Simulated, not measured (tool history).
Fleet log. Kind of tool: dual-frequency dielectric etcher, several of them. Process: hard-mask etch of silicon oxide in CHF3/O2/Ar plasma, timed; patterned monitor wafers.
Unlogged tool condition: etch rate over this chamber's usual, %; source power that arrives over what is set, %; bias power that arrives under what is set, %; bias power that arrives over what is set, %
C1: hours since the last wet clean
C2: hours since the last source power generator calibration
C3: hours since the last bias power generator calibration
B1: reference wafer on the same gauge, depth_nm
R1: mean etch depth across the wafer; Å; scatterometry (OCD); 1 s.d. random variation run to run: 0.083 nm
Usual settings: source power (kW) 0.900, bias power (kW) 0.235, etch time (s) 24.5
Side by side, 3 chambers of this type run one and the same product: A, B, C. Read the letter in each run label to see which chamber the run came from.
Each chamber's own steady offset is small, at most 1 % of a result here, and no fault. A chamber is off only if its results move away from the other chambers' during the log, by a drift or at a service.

run 1B day=0.388 | source_power_(kW)=0.900 bias_power_(kW)=0.235 etch_time_(s)=24.5 | C1=110.2 C2=3394.3 C3=3207.4 | B1=65.519 | R1=616.25
-- day=0.733 chamber C: wet clean of the chamber
run 2A day=0.875 | source_power_(kW)=0.900 bias_power_(kW)=0.235 etch_time_(s)=24.5 | C1=488.6 C2=1713.5 C3=1325.2 | B1=65.487 | R1=618.78
run 3C day=1.412 | source_power_(kW)=0.900 bias_power_(kW)=0.235 etch_time_(s)=24.5 | C1=16.3 C2=3217.8 C3=1424.2 | B1=65.450 | R1=617.00
run 4A day=1.929 | source_power_(kW)=0.900 bias_power_(kW)=0.235 etch_time_(s)=24.5 | C1=513.9 C2=1738.8 C3=1350.5 | B1=65.452 | R1=619.34
run 5C day=2.279 | source_power_(kW)=0.900 bias_power_(kW)=0.235 etch_time_(s)=24.5 | C1=37.1 C2=3238.6 C3=1445.0 | B1=65.456 | R1=615.48
run 6B day=2.725 | source_power_(kW)=0.900 bias_power_(kW)=0.292 etch_time_(s)=29.5 | C1=166.3 C2=3450.4 C3=3263.5 | B1=65.439 | R1=800.31
run 7C day=3.012 | source_power_(kW)=0.900 bias_power_(kW)=0.292 etch_time_(s)=29.5 | C1=54.7 C2=3256.2 C3=1462.6 | B1=65.446 | R1=797.06
-- day=3.312 chamber C: source power generator calibrated
run 8B day=3.467 | source_power_(kW)=0.900 bias_power_(kW)=0.292 etch_time_(s)=29.5 | C1=184.1 C2=3468.2 C3=3281.3 | B1=65.428 | R1=802.62
run 9A day=3.992 | source_power_(kW)=0.900 bias_power_(kW)=0.235 etch_time_(s)=24.5 | C1=563.4 C2=1788.3 C3=1400.0 | B1=65.413 | R1=618.44
run 10B day=4.321 | source_power_(kW)=0.900 bias_power_(kW)=0.235 etch_time_(s)=24.5 | C1=204.6 C2=3488.7 C3=3301.8 | B1=65.411 | R1=616.36
run 11A day=4.812 | source_power_(kW)=0.900 bias_power_(kW)=0.235 etch_time_(s)=24.5 | C1=583.1 C2=1808.0 C3=1419.7 | B1=65.400 | R1=619.18
run 12C day=5.133 | source_power_(kW)=0.900 bias_power_(kW)=0.235 etch_time_(s)=24.5 | C1=105.6 C2=43.7 C3=1513.5 | B1=65.390 | R1=616.40
run 13C day=5.733 | source_power_(kW)=0.900 bias_power_(kW)=0.235 etch_time_(s)=24.5 | C1=120.0 C2=58.1 C3=1527.9 | B1=65.378 | R1=614.77
run 14A day=6.262 | source_power_(kW)=0.900 bias_power_(kW)=0.235 etch_time_(s)=24.5 | C1=617.9 C2=1842.8 C3=1454.5 | B1=65.376 | R1=617.80
run 15B day=6.571 | source_power_(kW)=0.900 bias_power_(kW)=0.235 etch_time_(s)=24.5 | C1=258.6 C2=3542.7 C3=3355.8 | B1=65.336 | R1=614.80
run 16C day=7.079 | source_power_(kW)=0.900 bias_power_(kW)=0.235 etch_time_(s)=24.5 | C1=152.3 C2=90.4 C3=1560.2 | B1=65.343 | R1=613.66
-- day=7.192 chamber A: wet clean of the chamber
run 17A day=7.475 | source_power_(kW)=0.900 bias_power_(kW)=0.235 etch_time_(s)=24.5 | C1=6.8 C2=1871.9 C3=1483.6 | B1=65.319 | R1=615.68
run 18B day=8.021 | source_power_(kW)=1.110 bias_power_(kW)=0.235 etch_time_(s)=24.5 | C1=293.4 C2=3577.5 C3=3390.6 | B1=65.353 | R1=666.12
run 19B day=8.450 | source_power_(kW)=1.110 bias_power_(kW)=0.235 etch_time_(s)=24.5 | C1=303.7 C2=3587.8 C3=3400.9 | B1=65.317 | R1=664.56
run 20A day=8.962 | source_power_(kW)=1.110 bias_power_(kW)=0.235 etch_time_(s)=24.5 | C1=42.5 C2=1907.6 C3=1519.3 | B1=65.299 | R1=668.64
run 21C day=9.550 | source_power_(kW)=1.000 bias_power_(kW)=0.235 etch_time_(s)=24.5 | C1=211.6 C2=149.7 C3=1619.5 | B1=65.303 | R1=639.97
run 22B day=9.925 | source_power_(kW)=1.000 bias_power_(kW)=0.235 etch_time_(s)=24.5 | C1=339.1 C2=3623.2 C3=3436.3 | B1=65.284 | R1=639.12
run 23A day=10.238 | source_power_(kW)=1.000 bias_power_(kW)=0.235 etch_time_(s)=24.5 | C1=73.1 C2=1938.2 C3=1549.9 | B1=65.288 | R1=641.14
run 24C day=10.708 | source_power_(kW)=0.900 bias_power_(kW)=0.235 etch_time_(s)=24.5 | C1=239.4 C2=177.5 C3=1647.3 | B1=65.267 | R1=612.59
run 25C day=11.204 | source_power_(kW)=0.900 bias_power_(kW)=0.235 etch_time_(s)=24.5 | C1=251.3 C2=189.4 C3=1659.2 | B1=65.236 | R1=612.71
run 26B day=11.538 | source_power_(kW)=0.900 bias_power_(kW)=0.235 etch_time_(s)=24.5 | C1=377.8 C2=3661.9 C3=3475.0 | B1=65.276 | R1=615.25
run 27A day=12.062 | source_power_(kW)=0.900 bias_power_(kW)=0.235 etch_time_(s)=24.5 | C1=116.9 C2=1982.0 C3=1593.7 | B1=65.247 | R1=615.99
run 28C day=12.467 | source_power_(kW)=0.900 bias_power_(kW)=0.198 etch_time_(s)=28.0 | C1=281.6 C2=219.7 C3=1689.5 | B1=65.228 | R1=658.90
run 29B day=12.879 | source_power_(kW)=0.900 bias_power_(kW)=0.198 etch_time_(s)=28.0 | C1=410.0 C2=3694.1 C3=3507.2 | B1=65.235 | R1=661.85
run 30A day=13.517 | source_power_(kW)=0.900 bias_power_(kW)=0.198 etch_time_(s)=28.0 | C1=151.8 C2=2016.9 C3=1628.6 | B1=65.207 | R1=662.92
run 31C day=14.012 | source_power_(kW)=0.990 bias_power_(kW)=0.235 etch_time_(s)=24.5 | C1=318.7 C2=256.8 C3=1726.6 | B1=65.202 | R1=634.85
run 32B day=14.592 | source_power_(kW)=0.990 bias_power_(kW)=0.235 etch_time_(s)=24.5 | C1=451.1 C2=3735.2 C3=3548.3 | B1=65.166 | R1=636.79
run 33A day=14.962 | source_power_(kW)=0.990 bias_power_(kW)=0.235 etch_time_(s)=24.5 | C1=186.5 C2=2051.6 C3=1663.3 | B1=65.171 | R1=639.06
run 34A day=15.329 | source_power_(kW)=0.900 bias_power_(kW)=0.217 etch_time_(s)=17.5 | C1=195.3 C2=2060.4 C3=1672.1 | B1=65.155 | R1=428.05
run 35B day=15.667 | source_power_(kW)=0.900 bias_power_(kW)=0.217 etch_time_(s)=17.5 | C1=476.9 C2=3761.0 C3=3574.1 | B1=65.190 | R1=426.90
run 36C day=16.138 | source_power_(kW)=0.900 bias_power_(kW)=0.217 etch_time_(s)=17.5 | C1=369.7 C2=307.8 C3=1777.6 | B1=65.166 | R1=424.55
run 37C day=16.700 | source_power_(kW)=0.900 bias_power_(kW)=0.235 etch_time_(s)=24.5 | C1=383.2 C2=321.3 C3=1791.1 | B1=65.121 | R1=610.91

All 3 chambers run these settings next. Forecast each chamber's results:
run 38A day=17.162 | source_power_(kW)=0.900 bias_power_(kW)=0.235 etch_time_(s)=24.5 | R1=?
run 38B day=17.162 | source_power_(kW)=0.900 bias_power_(kW)=0.235 etch_time_(s)=24.5 | R1=?
run 38C day=17.162 | source_power_(kW)=0.900 bias_power_(kW)=0.235 etch_time_(s)=24.5 | R1=?

run=38A R1=614.04
run=38B R1=613.17
run=38C R1=611.97
